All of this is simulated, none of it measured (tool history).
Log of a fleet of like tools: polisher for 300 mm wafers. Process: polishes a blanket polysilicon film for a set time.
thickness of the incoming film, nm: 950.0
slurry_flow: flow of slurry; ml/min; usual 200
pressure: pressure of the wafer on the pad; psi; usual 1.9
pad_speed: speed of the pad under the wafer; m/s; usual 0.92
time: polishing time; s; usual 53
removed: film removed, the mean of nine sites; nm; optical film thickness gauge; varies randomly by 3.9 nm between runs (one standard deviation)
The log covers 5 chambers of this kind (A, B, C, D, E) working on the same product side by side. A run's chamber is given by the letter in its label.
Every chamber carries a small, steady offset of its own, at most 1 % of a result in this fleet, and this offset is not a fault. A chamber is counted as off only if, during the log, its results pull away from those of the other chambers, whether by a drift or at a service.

run,hour,slurry_flow,pressure,pad_speed,time,wafers polished on this pad,hours since the slurry nozzle was cleaned,hours since the head pressure was calibrated,removed
1A,6.7,200,1.9,0.92,53,537,19.3,44,333.22
# hour 10.5: chamber E: worn pad replaced by a new one
2B,13,200,1.9,0.92,53,526,578.1,218.3,334.81
# hour 15.3: chamber C: worn pad replaced by a new one
3C,18.5,200,1.9,0.92,53,50,334.1,230.3,332.4
4E,22.9,200,1.9,0.92,53,192,60.7,137.1,338.5
5D,26.3,200,1.9,0.92,53,461,289.7,480.4,335.15
# hour 27: chamber B: worn pad replaced by a new one
# hour 30.8: chamber A: worn pad replaced by a new one
6D,31.2,200,1.9,0.92,53,537,294.6,485.3,330.81
7B,36,200,1.9,0.92,53,140,601.1,241.3,335.45
8C,39.9,200,1.9,0.92,53,381,355.5,251.7,329.97
9E,44.7,200,1.9,0.92,53,530,82.5,158.9,333.3
# hour 45.3: chamber D: worn pad replaced by a new one
10A,48.1,200,1.9,0.92,53,269,60.7,85.4,335.34
# hour 50.6: chamber E: worn pad replaced by a new one
11D,52.6,200,1.9,0.92,53,113,316,506.7,324.14
12B,58.7,200,1.9,0.92,53,492,623.8,264,341.54
# hour 63.9: chamber C: worn pad replaced by a new one
13E,65.1,200,1.9,0.92,53,225,102.9,179.3,341.14
14C,68.4,200,1.9,0.92,53,71,384,280.2,327.09
15A,72.8,200,1.9,0.92,53,652,85.4,110.1,327.74
16A,76.6,200,1.9,0.92,53,711,89.2,113.9,328.6
17E,80,250,1.9,0.92,53,456,117.8,194.2,343.23
# hour 80.3: chamber B: worn pad replaced by a new one
18D,84.4,250,1.9,0.92,53,606,347.8,538.5,349.46
# hour 88.4: chamber E: worn pad replaced by a new one
19B,88.5,250,1.9,0.92,53,128,653.6,293.8,340.86
20C,91.9,250,1.9,0.92,53,435,407.5,303.7,334.43
# hour 95.4: chamber B: slurry nozzle cleaned
# hour 98.2: chamber D: worn pad replaced by a new one
21A,98.2,250,1.9,0.92,53,1046,110.8,135.5,341.5
# hour 98.4: chamber A: worn pad replaced by a new one
22B,102.3,200,1.9,0.92,53,342,6.9,307.6,332.94
23D,108,200,1.9,0.92,53,152,371.4,562.1,329.8
24C,112.7,200,1.9,0.68,53,758,428.3,324.5,248.9
25E,116.7,200,1.9,0.68,53,439,154.5,230.9,245.83
26E,119.9,200,1.9,0.68,53,488,157.7,234.1,244.42
# hour 124.1: chamber C: worn pad replaced by a new one
27B,124.6,200,1.9,0.68,53,687,29.2,329.9,250.52
28A,129,200,1.9,0.68,53,475,141.6,166.3,248.6
29C,132.2,200,1.9,0.92,53,126,447.8,344,338.14
# hour 132.8: chamber E: worn pad replaced by a new one
30D,139,200,2.2,0.92,46,632,402.4,593.1,327.24
31E,143.2,200,2.2,0.92,46,161,181,257.4,337.01

Each of the 5 chambers runs these same settings next. Fill in every chamber's results:
32A,148.1,200,1.9,0.92,53,,,,?
32B,148.1,200,1.9,0.92,53,,,,?
32C,148.1,200,1.9,0.92,53,,,,?
32D,148.1,200,1.9,0.92,53,,,,?
32E,148.1,200,1.9,0.92,53,,,,?

run,removed
32A,325.23
32B,328.54
32C,328.03
32D,333.5
32E,341.55
